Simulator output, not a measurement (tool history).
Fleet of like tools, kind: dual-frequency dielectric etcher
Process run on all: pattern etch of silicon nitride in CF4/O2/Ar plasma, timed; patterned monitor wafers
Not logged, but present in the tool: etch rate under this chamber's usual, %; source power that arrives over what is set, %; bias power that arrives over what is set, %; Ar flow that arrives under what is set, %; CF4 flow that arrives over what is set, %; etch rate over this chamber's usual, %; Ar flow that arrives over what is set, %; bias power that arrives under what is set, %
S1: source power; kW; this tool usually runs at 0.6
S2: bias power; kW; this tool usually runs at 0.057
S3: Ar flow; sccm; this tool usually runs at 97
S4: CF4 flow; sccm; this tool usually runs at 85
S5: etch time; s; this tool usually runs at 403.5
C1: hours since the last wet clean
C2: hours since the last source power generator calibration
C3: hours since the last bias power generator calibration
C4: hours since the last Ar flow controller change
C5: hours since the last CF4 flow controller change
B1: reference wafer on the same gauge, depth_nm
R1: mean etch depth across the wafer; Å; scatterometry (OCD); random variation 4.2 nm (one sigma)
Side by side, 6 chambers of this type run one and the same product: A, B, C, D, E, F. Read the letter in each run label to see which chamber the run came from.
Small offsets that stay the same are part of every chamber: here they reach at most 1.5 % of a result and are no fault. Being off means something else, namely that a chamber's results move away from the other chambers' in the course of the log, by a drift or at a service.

run 1B day=0.6 | S1=0.6 S2=0.057 S3=97 S4=85 S5=403.5 | C1=41.3 C2=2073.6 C3=3275.8 C4=4483.6 C5=808.2 | B1=1028.1 | R1=9286
run 2A day=1.208 | S1=0.6 S2=0.057 S3=97 S4=85 S5=403.5 | C1=285.2 C2=3582 C3=1168 C4=314 C5=2344.1 | B1=1026.5 | R1=9304.9
run 3C day=1.546 | S1=0.6 S2=0.057 S3=97 S4=85 S5=403.5 | C1=468.1 C2=3628.3 C3=3935 C4=148.2 C5=2209 | B1=1027.8 | R1=9350.1
run 4F day=1.892 | S1=0.6 S2=0.057 S3=97 S4=85 S5=403.5 | C1=72.3 C2=3007.5 C3=968.6 C4=3078.3 C5=1900.1 | B1=1027.6 | R1=9251.3
-- day=2.088 chamber D: Ar flow controller replaced
run 5D day=2.271 | S1=0.6 S2=0.057 S3=97 S4=85 S5=403.5 | C1=88 C2=1523.2 C3=874.6 C4=4.4 C5=4781.9 | B1=1028.1 | R1=9289.8
run 6E day=2.546 | S1=0.6 S2=0.057 S3=97 S4=85 S5=403.5 | C1=99.3 C2=337.2 C3=1287.8 C4=3343.8 C5=2085.8 | B1=1026.9 | R1=9334.8
run 7C day=2.904 | S1=0.6 S2=0.057 S3=97 S4=85 S5=403.5 | C1=500.7 C2=3660.9 C3=3967.6 C4=180.8 C5=2241.6 | B1=1027.6 | R1=9412.3
run 8F day=3.238 | S1=0.6 S2=0.061 S3=97 S4=98 S5=403.5 | C1=104.6 C2=3039.8 C3=1000.9 C4=3110.6 C5=1932.4 | B1=1027.2 | R1=9708.7
-- day=3.321 chamber C: wet clean of the chamber
run 9A day=3.767 | S1=0.6 S2=0.061 S3=97 S4=98 S5=403.5 | C1=346.6 C2=3643.4 C3=1229.4 C4=375.4 C5=2405.5 | B1=1027.8 | R1=9726.3
run 10B day=4.321 | S1=0.6 S2=0.061 S3=97 S4=98 S5=403.5 | C1=130.6 C2=2162.9 C3=3365.1 C4=4572.9 C5=897.5 | B1=1026.6 | R1=9719.3
run 11D day=4.812 | S1=0.6 S2=0.061 S3=97 S4=98 S5=403.5 | C1=149 C2=1584.2 C3=935.6 C4=65.4 C5=4842.9 | B1=1028.7 | R1=9762.8
run 12E day=5.442 | S1=0.6 S2=0.061 S3=97 S4=98 S5=403.5 | C1=168.8 C2=406.7 C3=1357.3 C4=3413.3 C5=2155.3 | B1=1026 | R1=9766.2
run 13A day=6.058 | S1=0.6 S2=0.061 S3=97 S4=98 S5=403.5 | C1=401.6 C2=3698.4 C3=1284.4 C4=430.4 C5=2460.5 | B1=1026.7 | R1=9692
run 14D day=6.388 | S1=0.6 S2=0.057 S3=97 S4=85 S5=403.5 | C1=186.8 C2=1622 C3=973.4 C4=103.2 C5=4880.7 | B1=1026.8 | R1=9297.7
-- day=6.825 chamber E: Ar flow controller replaced
run 15C day=7.017 | S1=0.6 S2=0.057 S3=97 S4=85 S5=403.5 | C1=88.7 C2=3759.6 C3=4066.3 C4=279.5 C5=2340.3 | B1=1027.8 | R1=9376
-- day=7.15 chamber C: bias power generator calibrated
run 16F day=7.533 | S1=0.6 S2=0.057 S3=97 S4=85 S5=403.5 | C1=207.7 C2=3142.9 C3=1104 C4=3213.7 C5=2035.5 | B1=1027 | R1=9293.8
run 17E day=8.012 | S1=0.6 S2=0.057 S3=97 S4=85 S5=403.5 | C1=230.5 C2=468.4 C3=1419 C4=28.5 C5=2217 | B1=1026.5 | R1=9344.5
run 18B day=8.35 | S1=0.6 S2=0.057 S3=97 S4=85 S5=403.5 | C1=227.3 C2=2259.6 C3=3461.8 C4=4669.6 C5=994.2 | B1=1027.3 | R1=9331.5
run 19A day=8.838 | S1=0.6 S2=0.057 S3=97 S4=85 S5=403.5 | C1=468.3 C2=3765.1 C3=1351.1 C4=497.1 C5=2527.2 | B1=1025.8 | R1=9190.5
run 20F day=9.112 | S1=0.6 S2=0.057 S3=97 S4=85 S5=403.5 | C1=245.6 C2=3180.8 C3=1141.9 C4=3251.6 C5=2073.4 | B1=1027 | R1=9211.2
run 21B day=9.438 | S1=0.7 S2=0.057 S3=97 S4=85 S5=403.5 | C1=253.4 C2=2285.7 C3=3487.9 C4=4695.7 C5=1020.3 | B1=1027.1 | R1=10700
run 22E day=9.854 | S1=0.7 S2=0.057 S3=97 S4=85 S5=403.5 | C1=274.7 C2=512.6 C3=1463.2 C4=72.7 C5=2261.2 | B1=1027.7 | R1=10646
run 23D day=10.229 | S1=0.7 S2=0.057 S3=97 S4=85 S5=403.5 | C1=279 C2=1714.2 C3=1065.6 C4=195.4 C5=4972.9 | B1=1026.6 | R1=10679
run 24C day=10.783 | S1=0.7 S2=0.057 S3=97 S4=85 S5=403.5 | C1=179.1 C2=3850 C3=87.2 C4=369.9 C5=2430.7 | B1=1027 | R1=10812
-- day=10.996 chamber C: source power generator calibrated
run 25C day=11.4 | S1=0.7 S2=0.057 S3=97 S4=85 S5=403.5 | C1=193.9 C2=9.7 C3=102 C4=384.7 C5=2445.5 | B1=1028.2 | R1=10732
-- day=11.642 chamber B: bias power generator calibrated
run 26D day=11.738 | S1=0.7 S2=0.057 S3=97 S4=85 S5=403.5 | C1=315.2 C2=1750.4 C3=1101.8 C4=231.6 C5=5009.1 | B1=1027.2 | R1=10763
run 27A day=12.262 | S1=0.6 S2=0.057 S3=97 S4=85 S5=403.5 | C1=550.5 C2=3847.3 C3=1433.3 C4=579.3 C5=2609.4 | B1=1025 | R1=9115.2
run 28E day=12.65 | S1=0.6 S2=0.057 S3=97 S4=85 S5=403.5 | C1=341.8 C2=579.7 C3=1530.3 C4=139.8 C5=2328.3 | B1=1026.4 | R1=9347.4
run 29B day=13.217 | S1=0.6 S2=0.057 S3=97 S4=85 S5=403.5 | C1=344.1 C2=2376.4 C3=37.9 C4=4786.4 C5=1111 | B1=1026.9 | R1=9314.2
run 30F day=13.662 | S1=0.6 S2=0.057 S3=97 S4=85 S5=403.5 | C1=354.8 C2=3290 C3=1251.1 C4=3360.8 C5=2182.6 | B1=1026 | R1=9210.4
run 31E day=14.183 | S1=0.6 S2=0.057 S3=97 S4=85 S5=403.5 | C1=378.6 C2=616.5 C3=1567.1 C4=176.6 C5=2365.1 | B1=1026.9 | R1=9365.4
run 32F day=14.558 | S1=0.6 S2=0.057 S3=97 S4=85 S5=403.5 | C1=376.3 C2=3311.5 C3=1272.6 C4=3382.3 C5=2204.1 | B1=1027.9 | R1=9307.6
run 33B day=14.938 | S1=0.6 S2=0.057 S3=75 S4=85 S5=403.5 | C1=385.4 C2=2417.7 C3=79.2 C4=4827.7 C5=1152.3 | B1=1027.7 | R1=9630
run 34C day=15.521 | S1=0.6 S2=0.057 S3=75 S4=85 S5=403.5 | C1=292.8 C2=108.6 C3=200.9 C4=483.6 C5=2544.4 | B1=1028.4 | R1=9623.1
run 35D day=16.092 | S1=0.6 S2=0.057 S3=75 S4=85 S5=403.5 | C1=419.7 C2=1854.9 C3=1206.3 C4=336.1 C5=5113.6 | B1=1026.7 | R1=9624.6
run 36A day=16.588 | S1=0.6 S2=0.057 S3=75 S4=85 S5=403.5 | C1=654.3 C2=3951.1 C3=1537.1 C4=683.1 C5=2713.2 | B1=1026 | R1=9215.4
-- day=17.142 chamber A: source power generator calibrated
run 37C day=17.225 | S1=0.6 S2=0.057 S3=75 S4=85 S5=403.5 | C1=333.7 C2=149.5 C3=241.8 C4=524.5 C5=2585.3 | B1=1026.8 | R1=9776.3
run 38A day=17.533 | S1=0.6 S2=0.057 S3=75 S4=85 S5=403.5 | C1=677 C2=9.5 C3=1559.8 C4=705.8 C5=2735.9 | B1=1027.3 | R1=9214.3

Predict what each chamber gives when all 6 of them run the settings below next.
run 39A day=17.988 | S1=0.73 S2=0.057 S3=97 S4=85 S5=403.5 | R1=?
run 39B day=17.988 | S1=0.73 S2=0.057 S3=97 S4=85 S5=403.5 | R1=?
run 39C day=17.988 | S1=0.73 S2=0.057 S3=97 S4=85 S5=403.5 | R1=?
run 39D day=17.988 | S1=0.73 S2=0.057 S3=97 S4=85 S5=403.5 | R1=?
run 39E day=17.988 | S1=0.73 S2=0.057 S3=97 S4=85 S5=403.5 | R1=?
run 39F day=17.988 | S1=0.73 S2=0.057 S3=97 S4=85 S5=403.5 | R1=?

run=39A R1=10622
run=39B R1=10919
run=39C R1=11118
run=39D R1=11029
run=39E R1=10997
run=39F R1=10915

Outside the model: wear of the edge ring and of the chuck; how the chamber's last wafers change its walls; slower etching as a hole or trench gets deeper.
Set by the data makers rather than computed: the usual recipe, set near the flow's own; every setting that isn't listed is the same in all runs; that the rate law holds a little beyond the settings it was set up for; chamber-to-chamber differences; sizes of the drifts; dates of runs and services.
